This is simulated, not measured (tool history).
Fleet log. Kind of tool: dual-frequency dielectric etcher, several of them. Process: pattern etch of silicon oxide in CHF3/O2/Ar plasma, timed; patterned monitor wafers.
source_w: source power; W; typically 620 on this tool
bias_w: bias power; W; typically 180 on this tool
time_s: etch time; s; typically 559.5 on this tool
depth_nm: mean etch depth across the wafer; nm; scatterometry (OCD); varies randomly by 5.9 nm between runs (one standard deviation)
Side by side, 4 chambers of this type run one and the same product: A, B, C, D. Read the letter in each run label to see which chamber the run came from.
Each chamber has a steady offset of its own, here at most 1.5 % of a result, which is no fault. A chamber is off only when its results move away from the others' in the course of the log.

| run | hour | source_w | bias_w | time_s | hours since the last wet clean | hours since the last source power generator calibration | hours since the last bias power generator calibration | read-back reference wafer on the same gauge, depth_nm | depth_nm |
|---|---|---|---|---|---|---|---|---|---|
| 1D | 5.8 | 620 | 180 | 559.5 | 511.4 | 2017.7 | 461.2 | 979.26 | 1132.3 |
| 2C | 12.2 | 620 | 180 | 559.5 | 245 | 2286.4 | 2292.3 | 979.01 | 1129.2 |
| 3B | 15.8 | 620 | 180 | 559.5 | 309.2 | 678.5 | 3964.3 | 980.07 | 1110 |
| 4A | 21 | 620 | 180 | 559.5 | 326 | 2867.4 | 763.7 | 980.03 | 1108.2 |
| 5B | 26 | 620 | 180 | 559.5 | 319.4 | 688.7 | 3974.5 | 980.43 | 1121.4 |
| 6A | 31.8 | 620 | 180 | 559.5 | 336.8 | 2878.2 | 774.5 | 979.42 | 1107.2 |
| 7D | 38.2 | 620 | 180 | 559.5 | 543.8 | 2050.1 | 493.6 | 980.32 | 1119.1 |
| 8C | 43.6 | 620 | 180 | 559.5 | 276.4 | 2317.8 | 2323.7 | 979.31 | 1128.3 |
| 9A | 48.6 | 620 | 180 | 559.5 | 353.6 | 2895 | 791.3 | 979.94 | 1104.6 |
| 10D | 52.4 | 620 | 180 | 559.5 | 558 | 2064.3 | 507.8 | 980.8 | 1121.2 |
| 11C | 55.7 | 620 | 180 | 559.5 | 288.5 | 2329.9 | 2335.8 | 979.79 | 1131.3 |
| 12B | 59.1 | 620 | 180 | 559.5 | 352.5 | 721.8 | 4007.6 | 979.58 | 1105.9 |
| 13A | 62.3 | 620 | 180 | 559.5 | 367.3 | 2908.7 | 805 | 980.2 | 1105.8 |
| 14B | 68.4 | 620 | 180 | 559.5 | 361.8 | 731.1 | 4016.9 | 979.06 | 1109.4 |
| 15C | 74 | 620 | 180 | 559.5 | 306.8 | 2348.2 | 2354.1 | 981.17 | 1124.8 |
| 16D | 79.4 | 620 | 180 | 559.5 | 585 | 2091.3 | 534.8 | 980.29 | 1124.4 |
| 17D | 85.4 | 620 | 180 | 559.5 | 591 | 2097.3 | 540.8 | 980.21 | 1129.2 |
| 18A | 89 | 620 | 180 | 559.5 | 394 | 2935.4 | 831.7 | 980.07 | 1104 |
| 19C | 93.3 | 620 | 180 | 559.5 | 326.1 | 2367.5 | 2373.4 | 980.26 | 1135.2 |
|  | 96.3 | chamber D: wet clean of the chamber |
| 20B | 99 | 620 | 180 | 559.5 | 392.4 | 761.7 | 4047.5 | 980.76 | 1117 |
| 21D | 102.3 | 620 | 180 | 559.5 | 6.1 | 2114.2 | 557.7 | 979.82 | 1117.3 |
| 22C | 109.3 | 620 | 180 | 559.5 | 342.1 | 2383.5 | 2389.4 | 980.9 | 1131.8 |
| 23A | 115.8 | 620 | 180 | 559.5 | 420.8 | 2962.2 | 858.5 | 981.21 | 1109.9 |
| 24B | 122.5 | 620 | 180 | 559.5 | 415.9 | 785.2 | 4071 | 980.27 | 1102.2 |
| 25A | 127.5 | 620 | 180 | 559.5 | 432.5 | 2973.9 | 870.2 | 979.64 | 1100.3 |
| 26B | 131.6 | 620 | 180 | 559.5 | 425 | 794.3 | 4080.1 | 981.88 | 1106.1 |
| 27C | 136.9 | 620 | 180 | 559.5 | 369.7 | 2411.1 | 2417 | 979.9 | 1126.7 |

One chamber off, gauge drift, or nothing amiss beyond the chambers' own small offsets? If it is a chamber, which one, and what is the likeliest cause?

All chambers stay in line apart from their small fixed offsets, and the gauge does not drift.

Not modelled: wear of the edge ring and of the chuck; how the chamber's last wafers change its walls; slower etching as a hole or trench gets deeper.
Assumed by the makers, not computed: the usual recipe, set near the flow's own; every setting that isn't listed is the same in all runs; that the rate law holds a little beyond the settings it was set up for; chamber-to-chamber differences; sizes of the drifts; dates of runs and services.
